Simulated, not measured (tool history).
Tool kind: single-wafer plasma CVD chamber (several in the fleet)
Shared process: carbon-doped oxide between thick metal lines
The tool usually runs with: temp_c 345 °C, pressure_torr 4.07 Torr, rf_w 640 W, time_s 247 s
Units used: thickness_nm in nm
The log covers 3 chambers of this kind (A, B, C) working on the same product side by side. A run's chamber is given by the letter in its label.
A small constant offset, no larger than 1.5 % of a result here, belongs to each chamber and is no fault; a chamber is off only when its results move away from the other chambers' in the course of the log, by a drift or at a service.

run     day  temp_c  pressure_torr  rf_w  time_s  hours since the last thermocouple change  hours since the last RF generator calibration  hours since the last manometer calibration  read-back reference wafer on the same gauge, thickness_nm  thickness_nm
 1A   0.342     345           4.07   640     247                                     219.3                                          295.3                                          85                                                     1540.7        1412.4
 2B   0.783     345           4.07   640     247                                     552.1                                         1242.5                                       162.6                                                     1540.8          1425
 3C   1.217     345           4.07   640     247                                    1520.4                                          511.1                                       602.1                                                       1540        1394.7
 4C   1.512     345           4.07   640     247                                    1527.5                                          518.2                                       609.2                                                     1540.2        1391.4
 5A   1.817     345           4.07   640     247                                     254.7                                          330.7                                       120.4                                                     1540.3        1409.6
 6B   2.071     345           4.07   640     247                                       583                                         1273.4                                       193.5                                                     1540.4        1429.9
 7B   2.275     345           4.07   640     247                                     587.9                                         1278.3                                       198.4                                                     1540.3        1426.3
 8A   2.688     345           4.07   640     247                                     275.6                                          351.6                                       141.3                                                     1539.4        1407.2
 9C   3.125     345           4.07   640     247                                    1566.2                                          556.9                                       647.9                                                     1539.7          1388
10B   3.496     345           4.07   640     247                                     617.2                                         1307.6                                       227.7                                                     1539.4        1422.6
11C   3.692     345           4.07   640     247                                    1579.8                                          570.5                                       661.5                                                     1540.6        1389.1
12A   4.067     345           4.07   640     247                                     308.7                                          384.7                                       174.4                                                     1540.1        1403.9
13A   4.483     345           4.07   640     247                                     318.7                                          394.7                                       184.4                                                     1540.8        1418.6
14C   4.812     345           4.07   640     247                                    1606.7                                          597.4                                       688.4                                                     1540.3        1384.3
15B   5.158     345           4.07   640     247                                     657.1                                         1347.5                                       267.6                                                     1541.1        1431.9
16A   5.388     345           4.07   640     247                                     340.4                                          416.4                                       206.1                                                     1539.8        1415.6
17B   5.808     339           4.07   640     247                                     672.7                                         1363.1                                       283.2                                                     1540.1        1449.3
18C   6.054     339           4.07   640     247                                    1636.5                                          627.2                                       718.2                                                     1539.8        1404.5
19B   6.383     339           4.07   640     247                                     686.5                                         1376.9                                         297                                                     1541.6        1450.8
20C   6.762     345           4.07   640     247                                    1653.5                                          644.2                                       735.2                                                       1540        1376.6
21A   7.012     345           4.07   745     247                                     379.4                                          455.4                                       245.1                                                     1539.1        1547.9
22C   7.308     345           4.07   745     247                                    1666.6                                          657.3                                       748.3                                                     1539.7        1504.5
      7.462  -- chamber C: thermocouple changed; heater temperature recalibrated
23B   7.688     345           4.07   745     247                                     717.8                                         1408.2                                       328.3                                                     1539.8        1567.1
24A   7.996     345           4.07   640     247                                       403                                            479                                       268.7                                                     1539.6        1418.5
25C   8.412     345            4.7   640     288                                      22.9                                          683.8                                       774.8                                                     1540.9        1637.8
26A   8.733     345            4.7   640     288                                     420.7                                          496.7                                       286.4                                                     1540.5        1687.4
      8.912  -- chamber B: RF generator calibrated
27B   9.179     345            4.7   640     288                                     753.6                                            6.5                                       364.1                                                     1539.5        1701.9
28A   9.404     345           4.07   640     247                                     436.8                                          512.8                                       302.5                                                       1540        1410.7
29C   9.775     345           4.07   640     247                                      55.6                                          716.5                                       807.5                                                     1540.2        1367.5
30B  10.004     345           4.07   640     247                                     773.4                                           26.3                                       383.9                                                       1541        1415.6
31B  10.279     359           4.07   640     275                                       780                                           32.9                                       390.5                                                       1540        1536.9
32A  10.483     359           4.07   640     275                                     462.7                                          538.7                                       328.4                                                     1540.2        1517.1
33C  10.683     359           4.07   640     275                                      77.4                                          738.3                                       829.3                                                     1539.5        1456.4
34B  10.921     345           4.07   640     247                                     795.4                                           48.3                                       405.9                                                     1539.8          1420
35C  11.333     345           4.07   640     247                                        93                                          753.9                                       844.9                                                     1541.6          1362
36A  11.775     345           4.07   640     247                                     493.7                                          569.7                                       359.4                                                     1539.6          1407
37B  11.979     345           4.07   640     247                                     820.8                                           73.7                                       431.3                                                     1539.7        1420.4
38A  12.421     345           4.07   640     247                                     509.2                                          585.2                                       374.9                                                     1540.1        1414.2
39C  12.625     345           4.07   640     247                                       124                                          784.9                                       875.9                                                     1540.3        1350.3
40B  12.942     345           4.07   640     247                                     843.9                                           96.8                                       454.4                                                     1539.3        1424.2
41A  13.312     338           4.07   730     247                                     530.6                                          606.6                                       396.3                                                     1540.5        1554.8
42C  13.525     338           4.07   730     247                                     145.6                                          806.5                                       897.5                                                     1539.4        1483.5
43B  13.758     338           4.07   730     247                                     863.5                                          116.4                                         474                                                     1539.8        1578.8

One chamber off, gauge drift, or nothing amiss beyond the chambers' own small offsets? If it is a chamber, which one, and what is the likeliest cause?

Little by little, chamber C moves away from the other chambers.
Likeliest cause: delivered RF power below the setpoint (%) = 5.64.

Which of the 4 candidates below, each the usual settings with something changed and its results left as question marks, puts chamber C back in line with what the other chambers give on the usual settings?
Maximum distance from the other chambers' mean on the usual settings for a result to count as in line: thickness_nm 13 nm
44C-1  14.079     345           4.07   640     226                                                                                                                                                                                                             ?
44C-2  14.079     345           4.19   690     247                                                                                                                                                                                                             ?
44C-3  14.079     344           4.15   640     269                                                                                                                                                                                                             ?
44C-4  14.079     346           4.03   640     236                                                                                                                                                                                                             ?

The other chambers' mean on the usual settings: thickness_nm 1417.7 nm
  run  thickness_nm
44C-1        1233.6
44C-2        1416.4
44C-3          1476
44C-4        1282.7
The right change is 44C-2: it brings the chamber back within the allowed miss of the others.
